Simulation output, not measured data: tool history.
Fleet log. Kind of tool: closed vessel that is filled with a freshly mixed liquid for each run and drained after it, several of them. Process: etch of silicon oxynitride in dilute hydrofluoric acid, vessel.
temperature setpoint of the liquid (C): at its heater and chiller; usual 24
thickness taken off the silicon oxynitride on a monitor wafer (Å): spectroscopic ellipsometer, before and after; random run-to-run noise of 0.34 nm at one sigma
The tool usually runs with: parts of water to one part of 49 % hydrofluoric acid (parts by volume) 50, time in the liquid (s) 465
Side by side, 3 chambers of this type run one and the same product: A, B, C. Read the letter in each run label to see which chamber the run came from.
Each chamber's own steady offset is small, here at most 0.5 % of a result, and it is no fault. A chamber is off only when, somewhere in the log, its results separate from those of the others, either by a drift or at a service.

run   hour  temperature setpoint of the liquid (C)  parts of water to one part of 49 % hydrofluoric acid (parts by volume)  time in the liquid (s)  hours since the thermometer was replaced  hours since the hydrofluoric acid flow meter was replaced  read-back film thickness of the silicon oxynitride reference wafer, read on the same gauge (nm)  thickness taken off the silicon oxynitride on a monitor wafer (Å)
 1C      5                                      24                                                                      50                     465                                     657.6                                                      551.6                                                                                           150.01                                                             341.18
 2A      9                                      24                                                                      50                     465                                     491.7                                                      105.3                                                                                           149.98                                                             340.62
 3B   13.6                                      24                                                                      50                     465                                     550.3                                                      368.9                                                                                           149.99                                                             343.97
 4B   19.2                                      24                                                                      50                     465                                     555.9                                                      374.5                                                                                           150.02                                                             343.16
 5C   26.4                                      24                                                                      60                     465                                       679                                                        573                                                                                           149.98                                                             289.69
 6A     32                                      24                                                                      60                     465                                     514.7                                                      128.3                                                                                           149.96                                                             283.99
 7C   38.7                                      24                                                                      60                     465                                     691.3                                                      585.3                                                                                           150.03                                                             284.03
 8A   44.4                                      24                                                                      50                     465                                     527.1                                                      140.7                                                                                           149.95                                                             338.21
 9B     51                                      24                                                                      50                     465                                     587.7                                                      406.3                                                                                           150.04                                                             346.18
10C   55.5                                      24                                                                      50                     465                                     708.1                                                      602.1                                                                                           150.01                                                             343.26
11B   59.5                                      24                                                                      50                     465                                     596.2                                                      414.8                                                                                           150.01                                                             341.73
12A   63.2                                      24                                                                      50                     465                                     545.9                                                      159.5                                                                                           150.02                                                                336
13C   66.8                                      24                                                                      50                     465                                     719.4                                                      613.4                                                                                           150.04                                                             347.92
14B   70.8                                      24                                                                      50                     465                                     607.5                                                      426.1                                                                                           150.01                                                             344.18
15A   76.5                                      24                                                                      50                     465                                     559.2                                                      172.8                                                                                           149.99                                                             341.53
16C   83.4                                      24                                                                      40                     575                                       736                                                        630                                                                                              150                                                             531.27
17B   88.9                                      24                                                                      40                     575                                     625.6                                                      444.2                                                                                           149.98                                                             547.35
18A   93.2                                      24                                                                      40                     575                                     575.9                                                      189.5                                                                                              150                                                             533.16
19C   97.3                                      24                                                                      50                     465                                     749.9                                                      643.9                                                                                              150                                                             342.87
        99  -- chamber C: thermometer replaced
20B  102.3                                      24                                                                      50                     465                                       639                                                      457.6                                                                                           150.01                                                             355.15
21A  107.5                                      21                                                                      50                     645                                     590.2                                                      203.8                                                                                              150                                                             409.75
22C  111.2                                      21                                                                      50                     645                                      12.3                                                      657.8                                                                                           149.97                                                             421.46
23A    118                                      21                                                                      50                     645                                     600.7                                                      214.3                                                                                           149.95                                                             407.95
24B  125.2                                      24                                                                      50                     465                                     661.9                                                      480.5                                                                                           150.05                                                             366.11
25A  129.7                                      24                                                                      50                     465                                     612.4                                                        226                                                                                           149.98                                                             339.18
26C  136.8                                      24                                                                      50                     465                                      37.9                                                      683.4                                                                                           150.01                                                             351.48
27B  140.1                                      24                                                                      50                     465                                     676.8                                                      495.4                                                                                           149.99                                                             370.91
28A  143.7                                      24                                                                      50                     465                                     626.4                                                        240                                                                                           150.02                                                             334.73
29B  148.1                                      26                                                                      50                     725                                     684.8                                                      503.4                                                                                           150.02                                                             642.61
30C  152.8                                      26                                                                      50                     725                                      53.9                                                      699.4                                                                                           150.03                                                             600.93
31B    157                                      26                                                                      50                     725                                     693.7                                                      512.3                                                                                           150.01                                                             664.15
32A    161                                      24                                                                      50                     465                                     643.7                                                      257.3                                                                                           149.96                                                             347.56

Each of the 3 chambers runs these same settings next. Fill in every chamber's results:
33A  166.2                                      24                                                                      50                     315                                                                                                                                                                                                                                                                        ?
33B  166.2                                      24                                                                      50                     315                                                                                                                                                                                                                                                                        ?
33C  166.2                                      24                                                                      50                     315                                                                                                                                                                                                                                                                        ?

run  thickness taken off the silicon oxynitride on a monitor wafer (Å)
33A                                                             232.31
33B                                                             259.74
33C                                                             234.88
